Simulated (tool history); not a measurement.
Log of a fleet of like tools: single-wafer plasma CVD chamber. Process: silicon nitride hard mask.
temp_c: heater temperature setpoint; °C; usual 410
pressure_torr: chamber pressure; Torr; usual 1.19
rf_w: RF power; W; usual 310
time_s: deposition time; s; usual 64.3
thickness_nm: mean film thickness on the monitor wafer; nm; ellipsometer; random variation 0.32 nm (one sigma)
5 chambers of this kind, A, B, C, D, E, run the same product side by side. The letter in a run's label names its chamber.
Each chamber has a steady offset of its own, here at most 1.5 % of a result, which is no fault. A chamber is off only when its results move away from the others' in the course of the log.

run,hour,temp_c,pressure_torr,rf_w,time_s,"read-back reference wafer on the same gauge, thickness_nm",thickness_nm
1C,5.7,410,1.19,310,64.3,75.554,69.893
2B,11.3,410,1.19,310,64.3,75.561,68.146
3D,17.5,410,1.19,310,64.3,75.584,69.142
4E,22.5,410,1.19,310,64.3,75.646,68.313
5A,31.4,410,1.19,310,64.3,75.640,69.157
6A,38.0,410,1.19,310,64.3,75.595,68.319
7D,43.7,410,1.19,310,64.3,75.636,69.638
8C,50.4,410,1.19,310,64.3,75.573,69.901
9E,58.2,410,1.19,310,64.3,75.587,68.133
10B,66.5,410,1.19,310,64.3,75.694,67.986
11E,77.6,410,1.19,310,64.3,75.581,67.797
12A,84.4,397,1.30,310,64.3,75.623,71.050
13B,89.3,397,1.30,310,64.3,75.613,70.158
14D,100.4,397,1.30,310,64.3,75.604,72.079
15C,109.4,397,1.30,310,64.3,75.645,71.369
16C,119.0,397,1.30,310,64.3,75.572,72.192
17B,130.1,410,1.01,255,64.3,75.608,56.101
18E,136.8,410,1.01,255,64.3,75.544,55.802
19A,146.7,410,1.01,255,64.3,75.593,56.948
20D,155.9,410,1.01,255,64.3,75.588,56.864
21C,163.4,410,1.01,255,64.3,75.726,57.854
22A,173.8,410,1.02,345,64.3,75.635,70.257
23B,179.1,410,1.02,345,64.3,75.683,68.911
24E,185.9,410,1.02,345,64.3,75.592,67.488
25D,191.1,410,1.02,345,64.3,75.537,70.835
26C,200.7,410,1.02,345,64.3,75.504,71.439
27D,206.5,410,1.19,310,64.3,75.608,68.895
28A,212.1,410,1.19,310,64.3,75.645,68.959
29E,218.1,410,1.19,310,64.3,75.615,66.289
30B,223.1,410,1.19,310,64.3,75.675,67.561
31D,230.9,410,1.19,310,64.3,75.622,68.792
32E,241.8,402,1.19,310,64.3,75.604,65.925
33C,247.9,402,1.19,310,64.3,75.628,70.620
34B,256.9,402,1.19,310,64.3,75.543,67.977
35A,264.0,402,1.19,310,64.3,75.554,69.200
36D,271.3,402,1.19,310,64.3,75.537,69.245
37A,276.2,399,1.19,310,64.3,75.592,69.615
38E,286.9,399,1.19,310,64.3,75.582,65.106
39C,292.2,399,1.19,310,64.3,75.674,69.956
40B,297.7,399,1.19,310,64.3,75.499,68.973

Is one chamber off against the others, does the gauge drift, or is nothing wrong? If a chamber is off, say which, and what the likeliest cause is.

Chamber E drifts away from the others.
Cause: delivered RF power below the setpoint (%) = 7.88.

Here are 4 candidates for chamber E's next run, each the usual settings with a change, their results left as question marks. Which one brings its results back in line with what the others give on the usual settings?
In line means no further than this from the other chambers' mean on the usual settings: thickness_nm 1.100 nm
41E-1,305.9,410,1.18,305,63.1,,?
41E-2,305.9,410,1.17,300,61.7,,?
41E-3,305.9,410,1.20,315,65.5,,?
41E-4,305.9,410,1.21,320,66.9,,?

The other chambers' mean on the usual settings: thickness_nm 68.936 nm
run,thickness_nm
41E-1,62.518
41E-2,60.294
41E-3,66.671
41E-4,69.001
41E-4 brings the chamber back in line.
